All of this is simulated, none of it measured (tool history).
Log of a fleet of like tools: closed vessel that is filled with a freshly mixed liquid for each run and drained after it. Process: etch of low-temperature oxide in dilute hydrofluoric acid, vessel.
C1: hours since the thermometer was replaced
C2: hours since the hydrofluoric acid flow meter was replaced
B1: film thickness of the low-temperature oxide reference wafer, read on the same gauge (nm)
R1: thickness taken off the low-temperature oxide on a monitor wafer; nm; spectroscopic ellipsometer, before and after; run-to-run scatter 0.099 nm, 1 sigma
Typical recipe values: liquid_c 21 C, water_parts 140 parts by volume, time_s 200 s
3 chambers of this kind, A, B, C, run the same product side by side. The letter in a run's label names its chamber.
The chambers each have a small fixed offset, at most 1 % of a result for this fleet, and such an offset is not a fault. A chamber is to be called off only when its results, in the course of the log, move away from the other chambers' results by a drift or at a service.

Run 1B, hour 3.2: usual settings; C1 863.5; C2 1556.0; B1 110.00. Result: R1 12.7130 nm.
Run 2A, hour 9.6: usual settings; C1 1497.1; C2 196.6; B1 109.98. Result: R1 12.9500 nm.
Run 3C, hour 14.0: usual settings; C1 784.6; C2 671.5; B1 109.99. Result: R1 12.8870 nm.
Run 4A, hour 17.4: usual settings; C1 1504.9; C2 204.4; B1 109.99. Result: R1 12.7440 nm.
Run 5C, hour 23.1: usual settings; C1 793.7; C2 680.6; B1 109.98. Result: R1 12.9240 nm.
Run 6B, hour 28.2: usual settings; C1 888.5; C2 1581.0; B1 110.01. Result: R1 12.7820 nm.
Run 7C, hour 32.2: usual settings; C1 802.8; C2 689.7; B1 110.01. Result: R1 12.8480 nm.
Run 8A, hour 37.9: usual settings; C1 1525.4; C2 224.9; B1 109.98. Result: R1 12.9370 nm.
Run 9B, hour 42.1: usual settings; C1 902.4; C2 1594.9; B1 109.98. Result: R1 12.9050 nm.
Run 10B, hour 48.0: usual settings; C1 908.3; C2 1600.8; B1 110.04. Result: R1 12.9560 nm.
Run 11A, hour 54.3: usual settings; C1 1541.8; C2 241.3; B1 109.99. Result: R1 12.9210 nm.
Run 12C, hour 59.7: usual settings; C1 830.3; C2 717.2; B1 109.97. Result: R1 12.8480 nm.
Run 13A, hour 64.5: usual settings but time_s 245 s; C1 1552.0; C2 251.5; B1 110.02. Result: R1 15.7430 nm.
Run 14C, hour 70.4: usual settings but time_s 245 s; C1 841.0; C2 727.9; B1 110.00. Result: R1 15.6180 nm.
Run 15B, hour 76.2: usual settings but time_s 245 s; C1 936.5; C2 1629.0; B1 109.96. Result: R1 16.0310 nm.
Run 16A, hour 79.4: usual settings; C1 1566.9; C2 266.4; B1 109.98. Result: R1 12.7340 nm.
Run 17B, hour 82.6: usual settings; C1 942.9; C2 1635.4; B1 109.98. Result: R1 13.0830 nm.
Run 18C, hour 86.8: usual settings; C1 857.4; C2 744.3; B1 109.98. Result: R1 12.8120 nm.
Run 19A, hour 92.7: usual settings but liquid_c 25 C, water_parts 200 parts by volume; C1 1580.2; C2 279.7; B1 109.97. Result: R1 9.8189 nm.
Run 20C, hour 96.0: usual settings but liquid_c 25 C, water_parts 200 parts by volume; C1 866.6; C2 753.5; B1 110.00. Result: R1 9.9459 nm.
Run 21B, hour 101.2: usual settings but liquid_c 25 C, water_parts 200 parts by volume; C1 961.5; C2 1654.0; B1 109.99. Result: R1 10.0910 nm.
Run 22A, hour 108.2: usual settings but liquid_c 18 C; C1 1595.7; C2 295.2; B1 110.03. Result: R1 11.4760 nm.
Run 23C, hour 114.7: usual settings but liquid_c 18 C; C1 885.3; C2 772.2; B1 109.99. Result: R1 11.5700 nm.
Run 24B, hour 119.5: usual settings but liquid_c 18 C; C1 979.8; C2 1672.3; B1 109.98. Result: R1 11.7310 nm.
Run 25C, hour 123.7: usual settings; C1 894.3; C2 781.2; B1 110.00. Result: R1 12.9480 nm.
Run 26B, hour 129.9: usual settings; C1 990.2; C2 1682.7; B1 110.00. Result: R1 13.5940 nm.
Run 27A, hour 133.6: usual settings; C1 1621.1; C2 320.6; B1 110.04. Result: R1 12.9920 nm.
Run 28B, hour 140.0: usual settings; C1 1000.3; C2 1692.8; B1 110.00. Result: R1 13.5040 nm.
Run 29A, hour 146.2: usual settings; C1 1633.7; C2 333.2; B1 109.98. Result: R1 13.0830 nm.
Run 30C, hour 152.5: usual settings; C1 923.1; C2 810.0; B1 109.98. Result: R1 12.8850 nm.
Run 31B, hour 159.4: usual settings; C1 1019.7; C2 1712.2; B1 109.95. Result: R1 13.7090 nm.
Run 32A, hour 165.5: usual settings; C1 1653.0; C2 352.5; B1 110.02. Result: R1 12.9520 nm.
Run 33C, hour 172.1: usual settings but liquid_c 17 C, water_parts 175 parts by volume; C1 942.7; C2 829.6; B1 110.00. Result: R1 8.5008 nm.
Run 34B, hour 179.1: usual settings but liquid_c 17 C, water_parts 175 parts by volume; C1 1039.4; C2 1731.9; B1 109.97. Result: R1 9.1317 nm.
Run 35C, hour 185.4: usual settings but liquid_c 17 C, water_parts 175 parts by volume; C1 956.0; C2 842.9; B1 110.00. Result: R1 8.5439 nm.
Run 36A, hour 191.4: usual settings; C1 1678.9; C2 378.4; B1 110.02. Result: R1 12.8320 nm.

All 3 chambers run these settings next. Forecast each chamber's results:
Run 37A, hour 196.5: usual settings but water_parts 95 parts by volume. Result: R1 ?.
Run 37B, hour 196.5: usual settings but water_parts 95 parts by volume. Result: R1 ?.
Run 37C, hour 196.5: usual settings but water_parts 95 parts by volume. Result: R1 ?.

run       R1
37A  20.0530
37B  22.0710
37C  19.6980

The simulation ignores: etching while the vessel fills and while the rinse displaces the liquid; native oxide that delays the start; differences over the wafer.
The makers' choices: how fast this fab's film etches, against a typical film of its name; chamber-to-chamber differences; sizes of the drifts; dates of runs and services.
